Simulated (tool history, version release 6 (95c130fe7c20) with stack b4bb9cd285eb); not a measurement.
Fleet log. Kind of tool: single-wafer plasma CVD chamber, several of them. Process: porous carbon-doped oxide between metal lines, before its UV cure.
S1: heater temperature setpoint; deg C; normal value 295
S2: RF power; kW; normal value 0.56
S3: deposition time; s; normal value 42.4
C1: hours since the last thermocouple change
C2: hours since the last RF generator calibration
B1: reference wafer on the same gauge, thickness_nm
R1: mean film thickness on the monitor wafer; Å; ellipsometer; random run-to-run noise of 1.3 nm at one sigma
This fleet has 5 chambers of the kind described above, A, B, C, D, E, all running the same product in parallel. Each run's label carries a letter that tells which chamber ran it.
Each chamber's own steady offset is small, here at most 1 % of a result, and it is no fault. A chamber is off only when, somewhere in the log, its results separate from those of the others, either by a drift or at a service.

run	day	S1	S2	S3	C1	C2	B1	R1
1C	0.279	295	0.56	42.4	816.9	627.6	205.01	2525.7
2A	0.721	295	0.56	42.4	864.4	610.9	204.98	2515
3D	1.117	295	0.56	42.4	1092.4	1561.5	205.1	2550.8
4B	1.538	295	0.56	42.4	1326.8	736.7	204.85	2545
5E	1.846	295	0.56	42.4	116.3	479	204.9	2513.8
6A	2.054	295	0.56	42.4	896.4	642.9	205.1	2509.2
7C	2.429	295	0.56	42.4	868.5	679.2	205.15	2504.9
8E	2.638	295	0.56	42.4	135.3	498	204.89	2495.9
9D	2.867	295	0.56	42.4	1134.4	1603.5	205.27	2554.7
10B	3.117	295	0.56	42.4	1364.7	774.6	205.11	2532.2
11B	3.5	295	0.56	42.4	1373.9	783.8	204.6	2541.8
12A	3.825	295	0.56	42.4	938.9	685.4	205.07	2527.5
13C	4.208	295	0.56	42.4	911.2	721.9	205.19	2510.1
14D	4.417	295	0.56	42.4	1171.6	1640.7	205.16	2513.3
15E	4.821	295	0.56	42.4	187.7	550.4	205.17	2520.6
16E	5.196	295	0.56	42.4	196.7	559.4	205.09	2514.9
17D	5.412	295	0.56	42.4	1195.5	1664.6	204.83	2517
18C	5.721	295	0.56	42.4	947.5	758.2	205.13	2503.7
19B	6.175	295	0.56	42.4	1438.1	848	204.83	2533.8
20A	6.538	295	0.56	49.5	1004	750.5	205.15	2918.9
21B	6.912	295	0.56	49.5	1455.8	865.7	205.05	2914.9
22E	7.146	295	0.56	49.5	243.5	606.2	205.03	2923.3
23A	7.496	295	0.56	49.5	1027	773.5	204.88	2914.8
24C	7.833	295	0.56	49.5	998.2	808.9	204.93	2905.5
25D	8.112	295	0.56	47.1	1260.3	1729.4	204.78	2800.4
26B	8.533	295	0.56	47.1	1494.7	904.6	205.01	2761.7
27D	8.85	295	0.56	47.1	1278	1747.1	204.8	2821
28E	9.096	295	0.56	47.1	290.3	653	205.04	2764.8
29A	9.467	295	0.56	47.1	1074.3	820.8	205.02	2780.4
30C	9.854	295	0.56	42.4	1046.7	857.4	205.06	2496.4
31C	10.183	295	0.56	42.4	1054.6	865.3	204.84	2516.1
32D	10.592	295	0.56	42.4	1319.8	1788.9	205.22	2558.5
33A	10.854	295	0.56	42.4	1107.6	854.1	205.14	2500.4
34E	11.262	295	0.56	42.4	342.3	705	204.73	2520.4
35B	11.496	295	0.56	42.4	1565.8	975.7	204.89	2475.9
36E	11.904	295	0.56	42.4	357.7	720.4	205.06	2504.4
37A	12.254	295	0.56	42.4	1141.2	887.7	204.86	2508.7
38D	12.488	295	0.56	47.9	1365.3	1834.4	204.7	2850.8
39B	12.892	295	0.56	47.9	1599.3	1009.2	205.19	2755.8

Each of the 5 chambers runs these same settings next. Fill in every chamber's results:
40A	13.221	287	0.56	42.4				?
40B	13.221	287	0.56	42.4				?
40C	13.221	287	0.56	42.4				?
40D	13.221	287	0.56	42.4				?
40E	13.221	287	0.56	42.4				?

run	R1
40A	2645.5
40B	2563.5
40C	2624
40D	2662.4
40E	2618.8

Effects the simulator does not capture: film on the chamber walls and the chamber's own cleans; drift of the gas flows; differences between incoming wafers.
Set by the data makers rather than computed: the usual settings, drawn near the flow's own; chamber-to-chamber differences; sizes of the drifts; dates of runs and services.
